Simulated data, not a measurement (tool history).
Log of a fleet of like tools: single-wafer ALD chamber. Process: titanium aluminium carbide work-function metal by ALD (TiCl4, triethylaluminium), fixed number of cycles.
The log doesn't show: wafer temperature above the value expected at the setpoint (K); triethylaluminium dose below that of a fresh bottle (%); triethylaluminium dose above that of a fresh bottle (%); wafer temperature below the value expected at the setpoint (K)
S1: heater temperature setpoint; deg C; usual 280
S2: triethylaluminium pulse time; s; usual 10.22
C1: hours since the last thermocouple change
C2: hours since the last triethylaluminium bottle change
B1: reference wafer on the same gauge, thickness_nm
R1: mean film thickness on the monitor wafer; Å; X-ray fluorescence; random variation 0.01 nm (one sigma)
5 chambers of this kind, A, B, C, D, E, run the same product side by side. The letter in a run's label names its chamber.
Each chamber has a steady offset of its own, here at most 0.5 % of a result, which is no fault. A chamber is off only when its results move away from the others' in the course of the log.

{"run": "1B", "hour": 5.7, "S1": 280, "S2": 10.22, "C1": 800.3, "C2": 1785.2, "B1": 1.5414, "R1": 18.289}
{"run": "2E", "hour": 10.6, "S1": 280, "S2": 10.22, "C1": 1213.1, "C2": 330.3, "B1": 1.5404, "R1": 18.303}
{"run": "3D", "hour": 16.7, "S1": 280, "S2": 10.22, "C1": 643.3, "C2": 893.4, "B1": 1.5406, "R1": 18.11}
{"run": "4A", "hour": 21.1, "S1": 280, "S2": 10.22, "C1": 1187.1, "C2": 337.6, "B1": 1.538, "R1": 18.21}
{"run": "5C", "hour": 27.4, "S1": 280, "S2": 10.22, "C1": 1823.7, "C2": 927.6, "B1": 1.5413, "R1": 18.369}
{"run": "6E", "hour": 32.4, "S1": 280, "S2": 10.22, "C1": 1234.9, "C2": 352.1, "B1": 1.5405, "R1": 18.127}
{"run": "7A", "hour": 37.3, "S1": 280, "S2": 10.22, "C1": 1203.3, "C2": 353.8, "B1": 1.5408, "R1": 18.227}
{"hour": 39.4, "done": "chamber B: triethylaluminium bottle replaced"}
{"run": "8D", "hour": 42.7, "S1": 273, "S2": 13.81, "C1": 669.3, "C2": 919.4, "B1": 1.5383, "R1": 18.125}
{"run": "9C", "hour": 49.8, "S1": 273, "S2": 13.81, "C1": 1846.1, "C2": 950.0, "B1": 1.5389, "R1": 18.187}
{"run": "10B", "hour": 54.6, "S1": 273, "S2": 13.81, "C1": 849.2, "C2": 15.3, "B1": 1.5399, "R1": 18.041}
{"run": "11A", "hour": 60.2, "S1": 273, "S2": 13.81, "C1": 1226.2, "C2": 376.7, "B1": 1.5385, "R1": 18.293}
{"run": "12B", "hour": 68.0, "S1": 273, "S2": 13.81, "C1": 862.6, "C2": 28.7, "B1": 1.5394, "R1": 18.116}
{"hour": 69.5, "done": "chamber C: triethylaluminium bottle replaced"}
{"run": "13C", "hour": 75.3, "S1": 280, "S2": 10.22, "C1": 1871.6, "C2": 5.8, "B1": 1.5418, "R1": 18.396}
{"run": "14D", "hour": 80.5, "S1": 280, "S2": 10.22, "C1": 707.1, "C2": 957.2, "B1": 1.5382, "R1": 18.283}
{"run": "15E", "hour": 87.3, "S1": 280, "S2": 10.22, "C1": 1289.8, "C2": 407.0, "B1": 1.5412, "R1": 18.215}
{"hour": 88.9, "done": "chamber E: thermocouple changed; heater temperature recalibrated"}
{"run": "16B", "hour": 93.1, "S1": 280, "S2": 10.22, "C1": 887.7, "C2": 53.8, "B1": 1.5389, "R1": 18.289}
{"run": "17D", "hour": 99.3, "S1": 280, "S2": 10.22, "C1": 725.9, "C2": 976.0, "B1": 1.541, "R1": 18.328}
{"run": "18C", "hour": 105.6, "S1": 280, "S2": 10.22, "C1": 1901.9, "C2": 36.1, "B1": 1.5395, "R1": 18.35}
{"run": "19A", "hour": 112.3, "S1": 280, "S2": 10.22, "C1": 1278.3, "C2": 428.8, "B1": 1.5418, "R1": 18.326}
{"run": "20E", "hour": 117.6, "S1": 287, "S2": 14.22, "C1": 28.7, "C2": 437.3, "B1": 1.5391, "R1": 19.511}
{"run": "21E", "hour": 125.7, "S1": 287, "S2": 14.22, "C1": 36.8, "C2": 445.4, "B1": 1.5404, "R1": 19.387}
{"run": "22A", "hour": 132.4, "S1": 287, "S2": 14.22, "C1": 1298.4, "C2": 448.9, "B1": 1.5396, "R1": 19.485}
{"run": "23B", "hour": 138.2, "S1": 287, "S2": 14.22, "C1": 932.8, "C2": 98.9, "B1": 1.5399, "R1": 19.3}
{"run": "24C", "hour": 146.4, "S1": 287, "S2": 14.22, "C1": 1942.7, "C2": 76.9, "B1": 1.5381, "R1": 19.48}
{"run": "25D", "hour": 150.4, "S1": 280, "S2": 10.22, "C1": 777.0, "C2": 1027.1, "B1": 1.5412, "R1": 18.376}
{"run": "26C", "hour": 156.3, "S1": 280, "S2": 10.22, "C1": 1952.6, "C2": 86.8, "B1": 1.5428, "R1": 18.33}
{"run": "27E", "hour": 163.9, "S1": 280, "S2": 10.22, "C1": 75.0, "C2": 483.6, "B1": 1.5408, "R1": 18.323}
{"run": "28D", "hour": 171.0, "S1": 280, "S2": 10.22, "C1": 797.6, "C2": 1047.7, "B1": 1.5381, "R1": 18.374}
{"run": "29A", "hour": 176.7, "S1": 269, "S2": 13.73, "C1": 1342.7, "C2": 493.2, "B1": 1.5415, "R1": 17.869}
{"run": "30B", "hour": 180.5, "S1": 269, "S2": 13.73, "C1": 975.1, "C2": 141.2, "B1": 1.5402, "R1": 17.854}
{"run": "31E", "hour": 187.0, "S1": 269, "S2": 13.73, "C1": 98.1, "C2": 506.7, "B1": 1.5382, "R1": 17.642}
{"hour": 190.1, "done": "chamber C: thermocouple changed; heater temperature recalibrated"}
{"run": "32D", "hour": 191.5, "S1": 269, "S2": 13.73, "C1": 818.1, "C2": 1068.2, "B1": 1.541, "R1": 17.894}
{"run": "33A", "hour": 197.7, "S1": 269, "S2": 13.73, "C1": 1363.7, "C2": 514.2, "B1": 1.5393, "R1": 17.634}
{"run": "34B", "hour": 206.1, "S1": 280, "S2": 10.22, "C1": 1000.7, "C2": 166.8, "B1": 1.5406, "R1": 18.28}
{"run": "35C", "hour": 213.8, "S1": 280, "S2": 10.22, "C1": 23.7, "C2": 144.3, "B1": 1.5405, "R1": 18.278}
{"run": "36C", "hour": 220.8, "S1": 280, "S2": 10.22, "C1": 30.7, "C2": 151.3, "B1": 1.5418, "R1": 18.453}
{"run": "37D", "hour": 227.9, "S1": 280, "S2": 10.22, "C1": 854.5, "C2": 1104.6, "B1": 1.541, "R1": 18.438}
{"run": "38A", "hour": 234.2, "S1": 280, "S2": 10.22, "C1": 1400.2, "C2": 550.7, "B1": 1.5402, "R1": 18.432}

All 5 chambers run these settings next. Forecast each chamber's results:
{"run": "39A", "hour": 240.2, "S1": 280, "S2": 10.22, "R1": "?"}
{"run": "39B", "hour": 240.2, "S1": 280, "S2": 10.22, "R1": "?"}
{"run": "39C", "hour": 240.2, "S1": 280, "S2": 10.22, "R1": "?"}
{"run": "39D", "hour": 240.2, "S1": 280, "S2": 10.22, "R1": "?"}
{"run": "39E", "hour": 240.2, "S1": 280, "S2": 10.22, "R1": "?"}

run=39A R1=18.327
run=39B R1=18.303
run=39C R1=18.546
run=39D R1=18.430
run=39E R1=18.067

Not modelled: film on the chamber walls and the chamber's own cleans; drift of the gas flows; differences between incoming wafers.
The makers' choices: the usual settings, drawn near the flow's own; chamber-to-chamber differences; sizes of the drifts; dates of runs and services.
